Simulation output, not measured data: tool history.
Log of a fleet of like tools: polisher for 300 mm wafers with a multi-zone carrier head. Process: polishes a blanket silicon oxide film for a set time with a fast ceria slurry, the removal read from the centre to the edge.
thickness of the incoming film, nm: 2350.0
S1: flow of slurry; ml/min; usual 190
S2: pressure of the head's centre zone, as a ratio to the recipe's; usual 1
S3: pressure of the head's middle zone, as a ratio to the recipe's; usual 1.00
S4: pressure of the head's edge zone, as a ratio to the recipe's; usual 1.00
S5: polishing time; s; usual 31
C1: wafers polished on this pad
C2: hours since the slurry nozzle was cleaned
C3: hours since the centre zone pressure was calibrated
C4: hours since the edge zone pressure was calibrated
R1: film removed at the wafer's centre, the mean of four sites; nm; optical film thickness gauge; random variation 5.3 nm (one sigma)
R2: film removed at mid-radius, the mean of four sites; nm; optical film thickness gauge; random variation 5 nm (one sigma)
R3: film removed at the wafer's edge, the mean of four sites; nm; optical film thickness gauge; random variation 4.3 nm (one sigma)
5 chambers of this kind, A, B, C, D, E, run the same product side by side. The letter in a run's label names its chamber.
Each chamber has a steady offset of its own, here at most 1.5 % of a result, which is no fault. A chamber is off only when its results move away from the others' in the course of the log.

run 1D hour=8.8 | S1=190 S2=1 S3=1.00 S4=1.00 S5=31 | C1=1027 C2=23.6 C3=77.4 C4=134.7 | R1=546.76 R2=548.72 R3=534.75
run 2B hour=20.1 | S1=190 S2=1 S3=1.00 S4=1.00 S5=31 | C1=1572 C2=247.1 C3=220.3 C4=1014.1 | R1=547.88 R2=535.65 R3=534.82
-- hour=21.2 chamber E: edge zone pressure recalibrated
-- hour=24.9 chamber B: worn pad replaced by a new one
run 3A hour=27.6 | S1=190 S2=1 S3=1.00 S4=1.00 S5=31 | C1=971 C2=320.5 C3=378.8 C4=217.7 | R1=543.20 R2=542.19 R3=543.87
-- hour=29.2 chamber C: slurry nozzle cleaned
-- hour=31.2 chamber A: slurry nozzle cleaned
-- hour=32.2 chamber B: slurry nozzle cleaned
run 4E hour=40.2 | S1=190 S2=1 S3=1.00 S4=1.00 S5=31 | C1=779 C2=413.3 C3=1023.9 C4=19.0 | R1=550.03 R2=549.39 R3=537.49
-- hour=46.5 chamber A: worn pad replaced by a new one
-- hour=52.5 chamber D: worn pad replaced by a new one
-- hour=53.4 chamber B: edge zone pressure recalibrated
run 5C hour=53.6 | S1=190 S2=1 S3=1.00 S4=1.00 S5=31 | C1=753 C2=24.5 C3=220.1 C4=824.8 | R1=547.99 R2=542.82 R3=540.16
run 6B hour=60.9 | S1=190 S2=1 S3=1.00 S4=1.00 S5=31 | C1=393 C2=28.7 C3=261.1 C4=7.6 | R1=550.17 R2=554.32 R3=538.63
run 7A hour=74.5 | S1=190 S2=1 S3=1.00 S4=1.00 S5=31 | C1=306 C2=43.3 C3=425.7 C4=264.6 | R1=531.10 R2=546.33 R3=549.67
run 8E hour=86.3 | S1=190 S2=1 S3=1.00 S4=1.00 S5=31 | C1=1283 C2=459.4 C3=1070.0 C4=65.1 | R1=553.71 R2=542.38 R3=544.39
-- hour=92.5 chamber C: worn pad replaced by a new one
run 9C hour=101.1 | S1=190 S2=1 S3=1.00 S4=1.00 S5=31 | C1=94 C2=72.0 C3=267.6 C4=872.3 | R1=541.73 R2=558.29 R3=552.97
-- hour=104.6 chamber E: worn pad replaced by a new one
run 10D hour=110.3 | S1=190 S2=1 S3=1.00 S4=1.00 S5=31 | C1=632 C2=125.1 C3=178.9 C4=236.2 | R1=539.91 R2=539.14 R3=543.61
run 11B hour=122.8 | S1=190 S2=1 S3=0.96 S4=1.10 S5=31 | C1=1070 C2=90.6 C3=323.0 C4=69.5 | R1=550.58 R2=530.41 R3=566.68
run 12A hour=136.9 | S1=190 S2=1 S3=0.96 S4=1.10 S5=31 | C1=988 C2=105.7 C3=488.1 C4=327.0 | R1=537.98 R2=533.32 R3=572.07
-- hour=137.5 chamber A: worn pad replaced by a new one
run 13C hour=150.2 | S1=190 S2=1 S3=0.96 S4=1.10 S5=31 | C1=631 C2=121.1 C3=316.7 C4=921.4 | R1=537.86 R2=534.15 R3=571.61
run 14E hour=166.0 | S1=190 S2=1 S3=0.96 S4=1.10 S5=31 | C1=672 C2=539.1 C3=1149.7 C4=144.8 | R1=545.95 R2=523.17 R3=576.65
-- hour=172.0 chamber B: worn pad replaced by a new one
run 15D hour=175.3 | S1=190 S2=1 S3=0.96 S4=1.10 S5=31 | C1=1343 C2=190.1 C3=243.9 C4=301.2 | R1=557.56 R2=518.14 R3=568.85
-- hour=177.9 chamber D: worn pad replaced by a new one
-- hour=180.7 chamber E: slurry nozzle cleaned
run 16E hour=182.9 | S1=190 S2=1 S3=1.00 S4=1.00 S5=31 | C1=856 C2=2.3 C3=1166.6 C4=161.7 | R1=552.39 R2=555.04 R3=544.36
run 17D hour=194.1 | S1=190 S2=1 S3=1.00 S4=1.00 S5=31 | C1=177 C2=208.9 C3=262.7 C4=320.0 | R1=544.04 R2=546.71 R3=532.97
run 18C hour=203.2 | S1=190 S2=1 S3=1.00 S4=1.09 S5=42 | C1=1210 C2=174.1 C3=369.7 C4=974.4 | R1=738.15 R2=734.60 R3=764.85
-- hour=210.3 chamber C: slurry nozzle cleaned
-- hour=210.9 chamber B: centre zone pressure recalibrated
run 19B hour=212.7 | S1=190 S2=1 S3=1.00 S4=1.09 S5=42 | C1=445 C2=180.5 C3=1.8 C4=159.4 | R1=737.05 R2=737.01 R3=768.29
-- hour=213.9 chamber C: worn pad replaced by a new one
-- hour=224.6 chamber E: worn pad replaced by a new one
run 20A hour=227.5 | S1=190 S2=1 S3=1.00 S4=1.09 S5=42 | C1=984 C2=196.3 C3=578.7 C4=417.6 | R1=724.32 R2=739.22 R3=769.26
run 21E hour=242.7 | S1=190 S2=1 S3=1.00 S4=1.09 S5=42 | C1=198 C2=62.1 C3=1226.4 C4=221.5 | R1=743.99 R2=745.85 R3=769.16
-- hour=249.1 chamber A: worn pad replaced by a new one
run 22C hour=250.8 | S1=190 S2=1 S3=1.00 S4=1.09 S5=42 | C1=403 C2=40.6 C3=417.3 C4=1022.0 | R1=743.43 R2=748.34 R3=771.92
run 23A hour=258.9 | S1=225 S2=1 S3=1.00 S4=1.00 S5=31 | C1=107 C2=227.7 C3=610.1 C4=449.0 | R1=545.99 R2=558.19 R3=556.18
-- hour=261.2 chamber B: slurry nozzle cleaned
run 24D hour=273.5 | S1=225 S2=1 S3=1.00 S4=1.00 S5=31 | C1=1045 C2=288.3 C3=342.1 C4=399.4 | R1=559.51 R2=550.31 R3=550.34
run 25B hour=289.0 | S1=225 S2=1 S3=1.00 S4=1.00 S5=31 | C1=1279 C2=27.9 C3=78.1 C4=235.7 | R1=560.54 R2=561.61 R3=549.44
-- hour=295.7 chamber B: worn pad replaced by a new one
run 26D hour=302.4 | S1=225 S2=1 S3=1.00 S4=1.00 S5=31 | C1=1361 C2=317.2 C3=371.0 C4=428.3 | R1=547.24 R2=562.71 R3=555.24
-- hour=312.0 chamber D: worn pad replaced by a new one
run 27B hour=313.7 | S1=225 S2=1 S3=1.00 S4=1.00 S5=31 | C1=197 C2=52.6 C3=102.8 C4=260.4 | R1=566.31 R2=562.48 R3=547.13
run 28A hour=328.4 | S1=190 S2=1 S3=1.00 S4=1.00 S5=31 | C1=867 C2=297.2 C3=679.6 C4=518.5 | R1=545.78 R2=552.67 R3=548.27
-- hour=339.7 chamber E: worn pad replaced by a new one
run 29E hour=344.0 | S1=190 S2=1 S3=1.00 S4=1.00 S5=31 | C1=47 C2=163.4 C3=1327.7 C4=322.8 | R1=547.37 R2=547.08 R3=543.71
-- hour=349.2 chamber A: worn pad replaced by a new one
-- hour=351.9 chamber C: worn pad replaced by a new one
run 30C hour=352.9 | S1=190 S2=1 S3=1.00 S4=1.00 S5=31 | C1=11 C2=142.7 C3=519.4 C4=1124.1 | R1=536.77 R2=554.04 R3=548.03
-- hour=353.9 chamber D: slurry nozzle cleaned
run 31C hour=366.8 | S1=190 S2=1 S3=1.00 S4=1.00 S5=31 | C1=163 C2=156.6 C3=533.3 C4=1138.0 | R1=534.23 R2=545.37 R3=542.56
run 32B hour=381.7 | S1=130 S2=1 S3=1.00 S4=1.00 S5=31 | C1=941 C2=120.6 C3=170.8 C4=328.4 | R1=505.48 R2=502.15 R3=516.36
run 33E hour=389.1 | S1=130 S2=1 S3=1.00 S4=1.00 S5=31 | C1=540 C2=208.5 C3=1372.8 C4=367.9 | R1=506.13 R2=513.27 R3=512.16
run 34D hour=398.1 | S1=130 S2=1 S3=1.00 S4=1.00 S5=31 | C1=942 C2=44.3 C3=466.7 C4=524.0 | R1=500.81 R2=503.68 R3=515.68
-- hour=401.2 chamber A: slurry nozzle cleaned
run 35A hour=407.7 | S1=130 S2=1 S3=1.00 S4=1.00 S5=31 | C1=639 C2=6.6 C3=758.9 C4=597.8 | R1=501.35 R2=508.82 R3=512.50
-- hour=410.7 chamber B: worn pad replaced by a new one
-- hour=416.9 chamber C: slurry nozzle cleaned
run 36D hour=417.7 | S1=130 S2=1 S3=1.00 S4=1.00 S5=31 | C1=1156 C2=63.9 C3=486.3 C4=543.6 | R1=506.34 R2=512.79 R3=518.26
run 37C hour=426.1 | S1=190 S2=1 S3=1.00 S4=1.00 S5=31 | C1=811 C2=9.3 C3=592.6 C4=1197.3 | R1=543.29 R2=543.83 R3=540.93
run 38A hour=435.5 | S1=190 S2=1 S3=1.00 S4=1.00 S5=31 | C1=943 C2=34.4 C3=786.7 C4=625.6 | R1=538.23 R2=548.71 R3=542.71
-- hour=439.1 chamber A: worn pad replaced by a new one
run 39E hour=448.6 | S1=190 S2=1 S3=1.00 S4=1.00 S5=31 | C1=1191 C2=268.0 C3=1432.3 C4=427.4 | R1=540.00 R2=546.59 R3=546.64
run 40B hour=462.9 | S1=255 S2=1 S3=1.00 S4=0.88 S5=31 | C1=571 C2=201.8 C3=252.0 C4=409.6 | R1=576.63 R2=563.74 R3=521.60
run 41A hour=472.9 | S1=255 S2=1 S3=1.00 S4=0.88 S5=31 | C1=370 C2=71.8 C3=824.1 C4=663.0 | R1=568.77 R2=573.60 R3=516.91
-- hour=476.6 chamber C: edge zone pressure recalibrated
-- hour=486.2 chamber C: worn pad replaced by a new one
run 42C hour=489.0 | S1=255 S2=1 S3=1.00 S4=0.88 S5=31 | C1=30 C2=72.2 C3=655.5 C4=12.5 | R1=576.47 R2=575.26 R3=527.17

What goes on in this fleet: one chamber off, a drifting gauge, or nothing beyond the chambers' own small offsets? Name the chamber and the cause, if any.

No chamber stands off beyond its own small offset, and the gauge holds steady.
